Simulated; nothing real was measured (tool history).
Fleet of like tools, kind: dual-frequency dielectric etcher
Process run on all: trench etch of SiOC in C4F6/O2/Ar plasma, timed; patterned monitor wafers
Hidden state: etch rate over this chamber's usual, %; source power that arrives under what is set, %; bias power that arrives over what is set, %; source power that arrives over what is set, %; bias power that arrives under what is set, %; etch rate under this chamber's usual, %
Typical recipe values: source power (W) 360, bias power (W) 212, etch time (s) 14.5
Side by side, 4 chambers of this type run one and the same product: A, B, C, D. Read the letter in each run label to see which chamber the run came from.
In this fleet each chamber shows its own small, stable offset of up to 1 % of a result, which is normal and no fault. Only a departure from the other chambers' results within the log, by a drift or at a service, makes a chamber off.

run	hour	source power (W)	bias power (W)	etch time (s)	hours since the last wet clean	hours since the last source power generator calibration	hours since the last bias power generator calibration	read-back reference wafer on the same gauge, depth_nm	mean etch depth across the wafer (angstrom)
1C	4.5	360	212	14.5	301.5	205.6	597.1	35.696	303.04
2B	7.5	360	212	14.5	37.2	9.0	1264.5	35.704	302.16
3A	10.4	360	212	14.5	187.7	266.9	20.1	35.671	305.28
4D	13.2	360	212	14.5	112.3	1545.4	674.1	35.688	305.48
5C	17.3	360	212	14.5	314.3	218.4	609.9	35.667	303.59
6A	20.3	360	212	14.5	197.6	276.8	30.0	35.675	305.60
7D	23.4	360	212	14.5	122.5	1555.6	684.3	35.665	305.23
8B	26.2	440	212	16.5	55.9	27.7	1283.2	35.665	371.36
9B	30.4	440	212	16.5	60.1	31.9	1287.4	35.681	371.67
10A	33.8	440	212	16.5	211.1	290.3	43.5	35.666	374.12
11D	36.5	440	212	16.5	135.6	1568.7	697.4	35.648	376.50
12C	40.6	360	212	14.5	337.6	241.7	633.2	35.632	302.95
13D	45.4	360	212	14.5	144.5	1577.6	706.3	35.631	305.47
14C	50.3	360	212	14.5	347.3	251.4	642.9	35.645	302.31
15A	52.7	400	193	14.5	230.0	309.2	62.4	35.629	306.75
16B	57.6	400	193	14.5	87.3	59.1	1314.6	35.625	305.33
17A	60.6	400	193	14.5	237.9	317.1	70.3	35.620	307.23
# hour 64.5: chamber C: wet clean of the chamber
18D	65.9	400	193	14.5	165.0	1598.1	726.8	35.606	308.76
19C	70.8	360	212	14.5	6.4	271.9	663.4	35.626	301.95
20B	76.1	360	212	14.5	105.8	77.6	1333.1	35.603	301.49
21C	80.0	360	212	14.5	15.6	281.1	672.6	35.592	302.66
22B	82.8	360	212	14.5	112.5	84.3	1339.8	35.609	301.88
23A	85.8	360	212	14.5	263.1	342.3	95.5	35.589	303.58
24D	89.2	360	212	14.5	188.3	1621.4	750.1	35.583	304.99
25C	94.0	360	212	14.5	29.6	295.1	686.6	35.578	301.97
26B	97.7	360	212	14.5	127.4	99.2	1354.7	35.590	301.16
27A	101.7	360	212	14.5	279.0	358.2	111.4	35.560	303.66
28D	106.4	360	212	14.5	205.5	1638.6	767.3	35.557	304.80
29B	110.3	360	212	14.5	140.0	111.8	1367.3	35.555	300.40
30D	115.5	400	212	11.0	214.6	1647.7	776.4	35.557	240.59
31A	119.0	400	212	11.0	296.3	375.5	128.7	35.542	240.11
32C	123.9	400	212	11.0	59.5	325.0	716.5	35.533	238.31
33C	128.7	400	212	11.0	64.3	329.8	721.3	35.528	238.13
34B	133.2	360	212	14.5	162.9	134.7	1390.2	35.526	300.59
35D	136.1	360	212	14.5	235.2	1668.3	797.0	35.525	304.11
36A	139.4	360	212	14.5	316.7	395.9	149.1	35.531	303.19
37D	142.9	360	177	14.5	242.0	1675.1	803.8	35.505	286.95
38B	147.5	360	177	14.5	177.2	149.0	1404.5	35.517	283.29
39C	150.8	360	177	14.5	86.4	351.9	743.4	35.519	285.17
40A	154.6	360	177	14.5	331.9	411.1	164.3	35.516	286.12
41A	159.6	360	212	14.5	336.9	416.1	169.3	35.491	303.48

All 4 chambers run these settings next. Forecast each chamber's results:
42A	163.5	360	212	14.5					?
42B	163.5	360	212	14.5					?
42C	163.5	360	212	14.5					?
42D	163.5	360	212	14.5					?

run	mean etch depth across the wafer (angstrom)
42A	302.62
42B	300.20
42C	301.71
42D	303.75
